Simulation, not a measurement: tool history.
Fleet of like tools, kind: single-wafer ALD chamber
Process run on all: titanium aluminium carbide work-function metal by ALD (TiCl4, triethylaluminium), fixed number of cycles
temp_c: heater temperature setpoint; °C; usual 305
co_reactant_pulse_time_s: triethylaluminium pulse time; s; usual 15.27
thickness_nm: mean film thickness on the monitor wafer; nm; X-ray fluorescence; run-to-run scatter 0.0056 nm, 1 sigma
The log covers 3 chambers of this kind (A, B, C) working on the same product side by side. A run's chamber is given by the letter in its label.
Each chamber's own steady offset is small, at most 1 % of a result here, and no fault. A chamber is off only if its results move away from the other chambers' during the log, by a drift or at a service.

run   hour  temp_c  co_reactant_pulse_time_s  read-back reference wafer on the same gauge, thickness_nm  thickness_nm
 1B    3.7     305                     15.27                                                     1.7003        2.0952
 2C   10.3     305                     15.27                                                     1.6995         2.096
 3A   13.9     305                     15.27                                                     1.7002        2.1227
 4A   20.2     305                     15.27                                                     1.7014        2.1153
 5C   24.4     305                     15.27                                                     1.6992        2.0955
 6B   29.4     305                     15.27                                                     1.6988        2.0885
 7C   33.8     305                     15.27                                                     1.6987        2.0968
 8A   40.6     305                     15.27                                                     1.7002        2.1031
 9B     46     293                     10.37                                                     1.6997          1.94
10A   49.3     293                     10.37                                                     1.7002        1.9541
11C   56.6     293                     10.37                                                     1.7004        1.9387
12B   64.2     305                     15.27                                                     1.7003        2.0904
13C   70.5     305                     15.27                                                     1.6997        2.0887
14B     74     305                     15.27                                                     1.6996         2.084
15A   78.8     313                     20.72                                                     1.6991        2.2073
16C   85.4     313                     20.72                                                     1.7004        2.1791
17A   89.1     313                     20.72                                                     1.6989           2.2
18B   95.7     305                     15.27                                                     1.6996        2.0903
19C   99.5     312                     15.27                                                     1.7005        2.1492
20A  103.8     312                     15.27                                                     1.7003        2.1704
21B  110.6     312                     15.27                                                     1.7006         2.168
22A  114.7     292                     11.85                                                     1.7014        1.9681
23C  122.4     292                     11.85                                                        1.7        1.9505
24B  129.7     292                     11.85                                                     1.7002         1.957
25B  133.5     305                     15.27                                                     1.6997        2.0886
26A  140.1     305                     15.27                                                     1.6998        2.1162
27C  147.4     305                     15.27                                                     1.7008        2.0975
28C  153.4     305                     15.27                                                     1.6999        2.0869
29B  160.3     297                     19.48                                                     1.6992        2.0267
30A    165     297                     19.48                                                     1.7009        2.0467
31A  170.3     297                     19.48                                                     1.6993         2.053
32B  177.6     305                     15.27                                                     1.7005        2.0974
33C    181     305                     15.27                                                     1.6998        2.0816
34B  185.2     305                     15.27                                                        1.7        2.0982
35A  191.9     305                     15.27                                                        1.7        2.1102
36C  198.2     305                     15.27                                                     1.7009        2.0945
37C  204.7     305                     15.27                                                     1.6994        2.0883

Is one chamber off against the others, does the gauge drift, or is nothing wrong? If a chamber is off, say which, and what the likeliest cause is.

All chambers stay in line apart from their small fixed offsets, and the gauge does not drift.
